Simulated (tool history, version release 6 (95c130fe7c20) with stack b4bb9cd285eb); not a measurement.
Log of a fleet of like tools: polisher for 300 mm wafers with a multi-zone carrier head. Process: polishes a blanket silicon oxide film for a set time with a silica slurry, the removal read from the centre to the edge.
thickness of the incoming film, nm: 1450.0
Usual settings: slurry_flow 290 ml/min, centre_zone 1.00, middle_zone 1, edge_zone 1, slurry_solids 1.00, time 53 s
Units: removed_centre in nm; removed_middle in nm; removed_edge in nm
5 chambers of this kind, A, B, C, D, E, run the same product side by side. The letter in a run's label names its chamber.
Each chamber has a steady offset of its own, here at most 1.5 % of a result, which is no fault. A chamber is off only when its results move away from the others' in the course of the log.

run    day  slurry_flow  centre_zone  middle_zone  edge_zone  slurry_solids  time  removed_centre  removed_middle  removed_edge
     0.033  -- chamber B: edge zone pressure recalibrated
 1E  0.117          290         1.00            1          1           1.00    53          188.15          188.31        190.07
 2B  0.329          290         1.00            1          1           1.00    53          190.20          185.78        186.32
 3D  0.508          290         1.00            1          1           1.00    53          191.09          187.10        185.53
 4C  0.721          290         1.00            1          1           1.00    53          189.20          188.32        189.29
 5A  0.833          290         1.00            1          1           1.00    53          188.49          186.82        187.95
 6E  1.025          290         1.00            1          1           1.00    53          183.24          186.66        187.75
 7D  1.167          290         1.00            1          1           1.00    53          190.07          188.78        187.77
 8C  1.388          290         1.00            1          1           1.00    53          188.73          183.72        187.71
 9B  1.496          290         1.00            1          1           1.00    53          186.24          184.37        187.58
10A  1.596          290         1.00            1          1           1.00    53          186.98          187.58        188.08
11A  1.754          290         1.00            1          1           1.00    53          185.73          188.52        188.38
12D  1.942          290         1.00            1          1           1.00    53          190.15          188.95        185.88
13E  2.146          290         1.00            1          1           1.00    53          184.11          187.15        185.86
14B  2.275          290         1.00            1          1           1.20    40          153.10          150.20        150.48
     2.317  -- chamber C: worn pad replaced by a new one
15C  2.375          290         1.00            1          1           1.20    40          151.54          151.56        153.51
16D  2.600          290         1.00            1          1           1.20    40          157.74          154.20        153.04
17E  2.712          290         1.00            1          1           1.20    40          146.76          149.98        153.94
     2.729  -- chamber E: worn pad replaced by a new one
18B  2.921          290         1.00            1          1           1.20    40          152.52          149.16        150.64
19A  3.071          290         1.00            1          1           1.00    53          192.52          186.90        188.12
20C  3.250          290         1.00            1          1           1.00    53          188.77          186.66        184.61
21D  3.412          290         1.00            1          1           1.00    53          191.00          187.97        187.76
     3.446  -- chamber B: worn pad replaced by a new one
22E  3.596          290         1.00            1          1           1.00    53          180.37          187.79        188.13
23B  3.783          290         1.00            1          1           1.00    53          188.40          184.67        185.31
24A  3.883          290         1.00            1          1           1.00    53          189.44          187.66        185.73
25C  4.104          290         1.00            1          1           1.00    53          187.83          185.57        187.60
     4.142  -- chamber D: worn pad replaced by a new one
26D  4.229          290         1.00            1          1           1.00    53          188.18          188.02        186.85
27A  4.446          290         1.00            1          1           1.00    53          186.33          185.98        186.18
28E  4.562          290         1.00            1          1           1.00    53          172.11          184.87        188.28
29B  4.708          290         1.00            1          1           1.00    53          180.75          185.42        183.99
30C  4.808          290         1.00            1          1           1.00    53          188.55          185.93        185.06
31E  4.917          290         1.00            1          1           1.00    53          173.25          187.10        189.61
32C  5.021          290         1.00            1          1           1.00    53          185.09          187.47        187.53
33A  5.200          290         1.00            1          1           1.00    53          186.67          188.94        187.16
34B  5.325          290         1.00            1          1           1.00    53          188.83          186.38        187.94
35D  5.450          290         1.00            1          1           1.00    53          191.25          188.59        188.38
36A  5.604          290         1.00            1          1           1.00    53          190.51          188.39        186.99
     5.654  -- chamber C: slurry nozzle cleaned
     5.742  -- chamber E: edge zone pressure recalibrated
37B  5.796          290         1.00            1          1           1.00    53          191.25          186.07        186.35
38E  5.958          290         1.00            1          1           1.00    53          168.15          184.26        186.77
39C  6.075          290         0.96            1          1           1.15    53          191.05          198.14        198.49

Next, every chamber runs the same settings. What will each give?
40A  6.238          290         1.08            1          1           1.00    53               ?               ?             ?
40B  6.238          290         1.08            1          1           1.00    53               ?               ?             ?
40C  6.238          290         1.08            1          1           1.00    53               ?               ?             ?
40D  6.238          290         1.08            1          1           1.00    53               ?               ?             ?
40E  6.238          290         1.08            1          1           1.00    53               ?               ?             ?

run  removed_centre  removed_middle  removed_edge
40A          200.53          185.91        185.37
40B          202.99          185.34        187.40
40C          204.95          185.00        186.58
40D          206.91          188.55        189.34
40E          179.81          184.14        187.33

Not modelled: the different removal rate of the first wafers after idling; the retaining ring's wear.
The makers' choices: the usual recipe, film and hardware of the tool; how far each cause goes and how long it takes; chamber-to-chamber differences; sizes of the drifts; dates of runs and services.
